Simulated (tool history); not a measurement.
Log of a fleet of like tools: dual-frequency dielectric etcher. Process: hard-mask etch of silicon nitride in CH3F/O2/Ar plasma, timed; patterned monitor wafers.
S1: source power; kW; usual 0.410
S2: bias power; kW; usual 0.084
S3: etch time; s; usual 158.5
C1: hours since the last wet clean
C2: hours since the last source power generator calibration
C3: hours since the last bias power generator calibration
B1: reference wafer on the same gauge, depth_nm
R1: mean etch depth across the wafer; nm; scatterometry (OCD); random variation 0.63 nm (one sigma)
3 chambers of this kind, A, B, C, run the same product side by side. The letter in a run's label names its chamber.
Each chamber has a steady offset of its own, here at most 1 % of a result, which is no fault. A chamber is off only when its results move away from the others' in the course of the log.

run,hour,S1,S2,S3,C1,C2,C3,B1,R1
1A,10.2,0.410,0.084,158.5,459.4,2170.9,32.7,121.87,117.69
2B,19.2,0.410,0.084,158.5,537.9,2132.0,343.4,121.97,119.15
3C,30.8,0.410,0.084,158.5,301.9,2614.0,1048.1,121.88,117.24
4C,40.5,0.410,0.084,158.5,311.6,2623.7,1057.8,121.98,118.39
# hour 45.1: chamber B: wet clean of the chamber
5A,49.9,0.410,0.084,158.5,499.1,2210.6,72.4,122.03,117.98
6B,59.8,0.410,0.084,158.5,14.8,2172.6,384.0,122.10,118.90
7A,71.5,0.410,0.084,158.5,520.7,2232.2,94.0,121.89,117.12
8C,80.1,0.410,0.084,158.5,351.2,2663.3,1097.4,122.01,115.79
9B,91.2,0.410,0.084,158.5,46.2,2204.0,415.4,122.04,119.58
10A,101.0,0.410,0.084,158.5,550.2,2261.7,123.5,122.00,117.54
11C,107.9,0.410,0.084,158.5,379.0,2691.1,1125.2,121.99,115.46
12B,113.4,0.410,0.075,158.5,68.4,2226.2,437.6,121.93,114.46
13A,125.1,0.410,0.075,158.5,574.3,2285.8,147.6,121.99,112.80
14B,133.4,0.410,0.075,158.5,88.4,2246.2,457.6,121.86,113.99
15C,138.9,0.410,0.084,158.5,410.0,2722.1,1156.2,121.73,114.76
# hour 140.9: chamber A: wet clean of the chamber
16B,147.3,0.410,0.084,158.5,102.3,2260.1,471.5,121.95,119.83
17A,155.7,0.410,0.084,158.5,14.8,2316.4,178.2,121.99,117.30
18C,165.6,0.410,0.084,158.5,436.7,2748.8,1182.9,122.01,113.47
19A,173.6,0.410,0.084,158.5,32.7,2334.3,196.1,122.11,117.59
20C,185.3,0.410,0.070,158.5,456.4,2768.5,1202.6,122.15,105.64

Is one chamber off against the others, does the gauge drift, or is nothing wrong? If a chamber is off, say which, and what the likeliest cause is.

Chamber C drifts away from the others.
Cause: etch rate under this chamber's usual, % = 5.02.

Here are 4 candidates for chamber C's next run, each the usual settings with a change, their results left as question marks. Which one brings its results back in line with what the others give on the usual settings?
In line means no further than this from the other chambers' mean on the usual settings: R1 2.20 nm
21C-1,194.4,0.410,0.084,144.0,,,,,?
21C-2,194.4,0.410,0.085,166.0,,,,,?
21C-3,194.4,0.420,0.086,171.0,,,,,?
21C-4,194.4,0.410,0.072,158.5,,,,,?

The other chambers' mean on the usual settings: R1 118.18 nm
run,R1
21C-1,101.58
21C-2,117.60
21C-3,122.74
21C-4,105.97
21C-2 brings the chamber back in line.
